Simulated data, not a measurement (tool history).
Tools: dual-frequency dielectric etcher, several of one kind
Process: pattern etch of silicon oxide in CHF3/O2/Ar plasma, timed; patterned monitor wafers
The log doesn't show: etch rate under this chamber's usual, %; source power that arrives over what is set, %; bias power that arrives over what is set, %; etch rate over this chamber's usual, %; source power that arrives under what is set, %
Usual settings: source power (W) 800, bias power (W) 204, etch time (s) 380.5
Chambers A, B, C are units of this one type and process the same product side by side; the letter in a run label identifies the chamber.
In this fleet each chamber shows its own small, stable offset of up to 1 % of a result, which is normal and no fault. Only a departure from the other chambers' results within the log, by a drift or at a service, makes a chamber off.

run,hour,source power (W),bias power (W),etch time (s),hours since the last wet clean,hours since the last source power generator calibration,hours since the last bias power generator calibration,"read-back reference wafer on the same gauge, depth_nm",mean etch depth across the wafer (angstrom)
1A,15.9,800,204,380.5,244.3,144.6,462.5,994.06,8720.2
2C,31.3,800,204,380.5,317.9,246.4,508.8,994.11,8823.2
3B,45.4,800,204,380.5,181.6,3109.8,3876.9,993.92,8676.8
4C,55.8,800,204,380.5,342.4,270.9,533.3,994.30,8811.8
5A,66.8,800,204,380.5,295.2,195.5,513.4,994.16,8690.1
6B,82.9,800,204,380.5,219.1,3147.3,3914.4,993.87,8667.9
7A,99.1,970,204,380.5,327.5,227.8,545.7,993.73,9361.2
# hour 111.7: chamber A: wet clean of the chamber
8B,112.3,970,204,380.5,248.5,3176.7,3943.8,994.35,9365.1
9C,124.7,970,204,380.5,411.3,339.8,602.2,994.14,9545.2
10A,140.8,800,204,380.5,29.1,269.5,587.4,993.99,8692.5
11C,148.9,800,204,380.5,435.5,364.0,626.4,993.94,8806.8
12B,158.4,800,204,380.5,294.6,3222.8,3989.9,993.42,8703.7
13A,171.9,800,204,380.5,60.2,300.6,618.5,993.98,8710.7
14B,179.2,800,204,380.5,315.4,3243.6,4010.7,993.78,8704.7
15C,193.1,800,204,380.5,479.7,408.2,670.6,993.74,8824.2
16B,201.7,800,204,380.5,337.9,3266.1,4033.2,994.21,8676.0
17C,215.2,800,204,380.5,501.8,430.3,692.7,994.31,8815.9
18A,227.8,800,204,380.5,116.1,356.5,674.4,993.95,8729.0
19C,237.8,800,204,380.5,524.4,452.9,715.3,993.20,8827.9
20A,248.4,980,204,380.5,136.7,377.1,695.0,994.13,9435.5
21B,257.1,980,204,380.5,393.3,3321.5,4088.6,993.61,9425.3
# hour 269.8: chamber B: source power generator calibrated
22A,272.9,980,204,380.5,161.2,401.6,719.5,994.47,9418.9
# hour 282.4: chamber B: wet clean of the chamber
23C,287.0,800,204,380.5,573.6,502.1,764.5,994.05,8811.9
24B,295.9,800,204,380.5,13.6,26.2,4127.4,994.00,8683.2
25B,303.6,800,204,380.5,21.3,33.9,4135.1,993.15,8694.9
26A,315.8,800,204,380.5,204.1,444.5,762.4,993.72,8744.5
27C,329.6,800,204,380.5,616.2,544.7,807.1,994.16,8853.3
28B,344.3,800,204,380.5,62.0,74.6,4175.8,994.32,8698.3
# hour 348.3: chamber C: wet clean of the chamber
29C,354.7,800,204,380.5,6.5,569.8,832.2,993.25,8825.6
30A,363.1,800,204,380.5,251.4,491.8,809.7,993.89,8736.0
31B,372.9,800,204,380.5,90.6,103.2,4204.4,993.30,8682.5
32A,382.1,800,204,380.5,270.4,510.8,828.7,994.14,8732.4
33C,391.3,800,234,380.5,43.1,606.4,868.8,993.96,9249.2

Is one chamber off against the others, does the gauge drift, or is nothing wrong? If a chamber is off, say which, and what the likeliest cause is.

Neither any chamber nor the gauge drifts; the chambers differ only by their own small, steady offsets.

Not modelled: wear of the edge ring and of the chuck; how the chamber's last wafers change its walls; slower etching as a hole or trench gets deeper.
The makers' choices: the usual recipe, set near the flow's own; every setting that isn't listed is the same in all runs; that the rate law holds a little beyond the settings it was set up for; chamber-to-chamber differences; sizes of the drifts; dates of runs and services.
